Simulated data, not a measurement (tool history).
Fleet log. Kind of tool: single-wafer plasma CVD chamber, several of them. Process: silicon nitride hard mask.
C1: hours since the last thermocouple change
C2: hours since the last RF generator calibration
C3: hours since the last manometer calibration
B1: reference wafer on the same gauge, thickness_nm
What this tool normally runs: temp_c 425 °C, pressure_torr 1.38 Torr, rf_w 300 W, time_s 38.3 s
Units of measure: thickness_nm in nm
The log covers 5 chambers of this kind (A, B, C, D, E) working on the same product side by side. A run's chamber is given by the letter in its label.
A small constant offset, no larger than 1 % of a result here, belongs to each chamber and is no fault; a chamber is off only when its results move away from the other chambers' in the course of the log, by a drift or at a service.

run 1D day=0.167 | temp_c=425 pressure_torr=1.38 rf_w=300 time_s=38.3 | C1=445.6 C2=474.6 C3=471.6 | B1=40.791 | thickness_nm=41.645
run 2C day=0.379 | temp_c=425 pressure_torr=1.38 rf_w=300 time_s=38.3 | C1=388.4 C2=2038.6 C3=1169.0 | B1=40.787 | thickness_nm=41.774
-- day=0.392 chamber C: capacitance manometer re-zeroed and calibrated
run 3E day=0.483 | temp_c=425 pressure_torr=1.38 rf_w=300 time_s=38.3 | C1=1338.3 C2=1760.8 C3=586.7 | B1=40.794 | thickness_nm=41.587
run 4B day=0.650 | temp_c=425 pressure_torr=1.38 rf_w=300 time_s=38.3 | C1=973.5 C2=782.6 C3=362.9 | B1=40.797 | thickness_nm=41.692
run 5A day=0.862 | temp_c=425 pressure_torr=1.38 rf_w=300 time_s=38.3 | C1=647.5 C2=1287.0 C3=1113.5 | B1=40.768 | thickness_nm=41.744
run 6C day=0.992 | temp_c=425 pressure_torr=1.68 rf_w=300 time_s=38.3 | C1=403.1 C2=2053.3 C3=14.5 | B1=40.813 | thickness_nm=44.310
run 7D day=1.096 | temp_c=425 pressure_torr=1.68 rf_w=300 time_s=38.3 | C1=467.9 C2=496.9 C3=493.9 | B1=40.825 | thickness_nm=44.239
run 8B day=1.200 | temp_c=425 pressure_torr=1.68 rf_w=300 time_s=38.3 | C1=986.7 C2=795.8 C3=376.1 | B1=40.777 | thickness_nm=44.095
run 9E day=1.312 | temp_c=425 pressure_torr=1.68 rf_w=300 time_s=38.3 | C1=1358.2 C2=1780.7 C3=606.6 | B1=40.787 | thickness_nm=43.859
run 10A day=1.512 | temp_c=425 pressure_torr=1.68 rf_w=300 time_s=38.3 | C1=663.1 C2=1302.6 C3=1129.1 | B1=40.795 | thickness_nm=44.159
run 11A day=1.733 | temp_c=425 pressure_torr=1.38 rf_w=300 time_s=38.3 | C1=668.4 C2=1307.9 C3=1134.4 | B1=40.797 | thickness_nm=41.823
run 12B day=1.900 | temp_c=425 pressure_torr=1.38 rf_w=300 time_s=38.3 | C1=1003.5 C2=812.6 C3=392.9 | B1=40.813 | thickness_nm=41.685
run 13C day=2.092 | temp_c=418 pressure_torr=1.49 rf_w=300 time_s=38.3 | C1=429.5 C2=2079.7 C3=40.9 | B1=40.785 | thickness_nm=42.747
run 14D day=2.246 | temp_c=418 pressure_torr=1.49 rf_w=300 time_s=38.3 | C1=495.5 C2=524.5 C3=521.5 | B1=40.813 | thickness_nm=42.773
run 15E day=2.350 | temp_c=418 pressure_torr=1.49 rf_w=300 time_s=38.3 | C1=1383.1 C2=1805.6 C3=631.5 | B1=40.833 | thickness_nm=42.545
run 16B day=2.475 | temp_c=418 pressure_torr=1.49 rf_w=300 time_s=38.3 | C1=1017.3 C2=826.4 C3=406.7 | B1=40.807 | thickness_nm=42.887
run 17E day=2.592 | temp_c=418 pressure_torr=1.49 rf_w=300 time_s=38.3 | C1=1388.9 C2=1811.4 C3=637.3 | B1=40.825 | thickness_nm=42.565
run 18A day=2.721 | temp_c=425 pressure_torr=1.38 rf_w=300 time_s=38.3 | C1=692.1 C2=1331.6 C3=1158.1 | B1=40.765 | thickness_nm=41.762
run 19D day=2.850 | temp_c=425 pressure_torr=1.38 rf_w=300 time_s=38.3 | C1=510.0 C2=539.0 C3=536.0 | B1=40.773 | thickness_nm=41.785
run 20C day=3.071 | temp_c=425 pressure_torr=1.38 rf_w=300 time_s=38.3 | C1=453.0 C2=2103.2 C3=64.4 | B1=40.808 | thickness_nm=41.810
run 21B day=3.217 | temp_c=425 pressure_torr=1.38 rf_w=300 time_s=38.3 | C1=1035.1 C2=844.2 C3=424.5 | B1=40.793 | thickness_nm=41.756
run 22C day=3.429 | temp_c=425 pressure_torr=1.38 rf_w=300 time_s=38.3 | C1=461.6 C2=2111.8 C3=73.0 | B1=40.806 | thickness_nm=41.840
run 23A day=3.546 | temp_c=425 pressure_torr=1.38 rf_w=300 time_s=38.3 | C1=711.9 C2=1351.4 C3=1177.9 | B1=40.804 | thickness_nm=41.685
run 24E day=3.650 | temp_c=425 pressure_torr=1.38 rf_w=300 time_s=38.3 | C1=1414.3 C2=1836.8 C3=662.7 | B1=40.811 | thickness_nm=41.634
run 25D day=3.767 | temp_c=425 pressure_torr=1.38 rf_w=300 time_s=38.3 | C1=532.0 C2=561.0 C3=558.0 | B1=40.784 | thickness_nm=41.694
run 26B day=3.975 | temp_c=425 pressure_torr=1.38 rf_w=300 time_s=38.3 | C1=1053.3 C2=862.4 C3=442.7 | B1=40.797 | thickness_nm=41.832
run 27E day=4.142 | temp_c=425 pressure_torr=1.38 rf_w=355 time_s=38.3 | C1=1426.1 C2=1848.6 C3=674.5 | B1=40.782 | thickness_nm=46.319
run 28D day=4.308 | temp_c=425 pressure_torr=1.38 rf_w=355 time_s=38.3 | C1=545.0 C2=574.0 C3=571.0 | B1=40.819 | thickness_nm=46.482
run 29A day=4.462 | temp_c=425 pressure_torr=1.38 rf_w=355 time_s=38.3 | C1=733.9 C2=1373.4 C3=1199.9 | B1=40.801 | thickness_nm=46.546
run 30C day=4.629 | temp_c=425 pressure_torr=1.38 rf_w=355 time_s=38.3 | C1=490.4 C2=2140.6 C3=101.8 | B1=40.813 | thickness_nm=46.524
run 31B day=4.812 | temp_c=425 pressure_torr=1.38 rf_w=355 time_s=38.3 | C1=1073.4 C2=882.5 C3=462.8 | B1=40.771 | thickness_nm=46.461
run 32D day=4.988 | temp_c=425 pressure_torr=1.38 rf_w=260 time_s=38.3 | C1=561.3 C2=590.3 C3=587.3 | B1=40.812 | thickness_nm=37.575
run 33A day=5.175 | temp_c=425 pressure_torr=1.38 rf_w=260 time_s=38.3 | C1=751.0 C2=1390.5 C3=1217.0 | B1=40.840 | thickness_nm=38.031
run 34E day=5.300 | temp_c=425 pressure_torr=1.38 rf_w=260 time_s=38.3 | C1=1453.9 C2=1876.4 C3=702.3 | B1=40.803 | thickness_nm=37.736
run 35C day=5.517 | temp_c=425 pressure_torr=1.38 rf_w=260 time_s=38.3 | C1=511.7 C2=2161.9 C3=123.1 | B1=40.804 | thickness_nm=38.044
run 36D day=5.725 | temp_c=425 pressure_torr=1.38 rf_w=260 time_s=38.3 | C1=579.0 C2=608.0 C3=605.0 | B1=40.797 | thickness_nm=37.497
run 37C day=5.950 | temp_c=425 pressure_torr=1.38 rf_w=300 time_s=38.3 | C1=522.1 C2=2172.3 C3=133.5 | B1=40.807 | thickness_nm=41.816
run 38B day=6.092 | temp_c=425 pressure_torr=1.38 rf_w=300 time_s=38.3 | C1=1104.1 C2=913.2 C3=493.5 | B1=40.812 | thickness_nm=41.750
run 39E day=6.217 | temp_c=425 pressure_torr=1.38 rf_w=300 time_s=38.3 | C1=1475.9 C2=1898.4 C3=724.3 | B1=40.809 | thickness_nm=41.597
run 40A day=6.367 | temp_c=425 pressure_torr=1.38 rf_w=300 time_s=38.3 | C1=779.6 C2=1419.1 C3=1245.6 | B1=40.828 | thickness_nm=41.803
run 41D day=6.504 | temp_c=425 pressure_torr=1.38 rf_w=300 time_s=38.3 | C1=597.7 C2=626.7 C3=623.7 | B1=40.823 | thickness_nm=41.643
run 42A day=6.617 | temp_c=425 pressure_torr=1.38 rf_w=300 time_s=38.3 | C1=785.6 C2=1425.1 C3=1251.6 | B1=40.798 | thickness_nm=41.952
run 43E day=6.721 | temp_c=425 pressure_torr=1.38 rf_w=300 time_s=38.3 | C1=1488.0 C2=1910.5 C3=736.4 | B1=40.805 | thickness_nm=41.583
run 44C day=6.858 | temp_c=425 pressure_torr=1.38 rf_w=300 time_s=38.3 | C1=543.9 C2=2194.1 C3=155.3 | B1=40.789 | thickness_nm=42.052

The same settings go to every chamber for the next run, one line per chamber below. Forecast the results for each:
run 45A day=7.021 | temp_c=425 pressure_torr=1.38 rf_w=300 time_s=38.3 | thickness_nm=?
run 45B day=7.021 | temp_c=425 pressure_torr=1.38 rf_w=300 time_s=38.3 | thickness_nm=?
run 45C day=7.021 | temp_c=425 pressure_torr=1.38 rf_w=300 time_s=38.3 | thickness_nm=?
run 45D day=7.021 | temp_c=425 pressure_torr=1.38 rf_w=300 time_s=38.3 | thickness_nm=?
run 45E day=7.021 | temp_c=425 pressure_torr=1.38 rf_w=300 time_s=38.3 | thickness_nm=?

run=45A thickness_nm=41.706
run=45B thickness_nm=41.750
run=45C thickness_nm=41.905
run=45D thickness_nm=41.722
run=45E thickness_nm=41.464
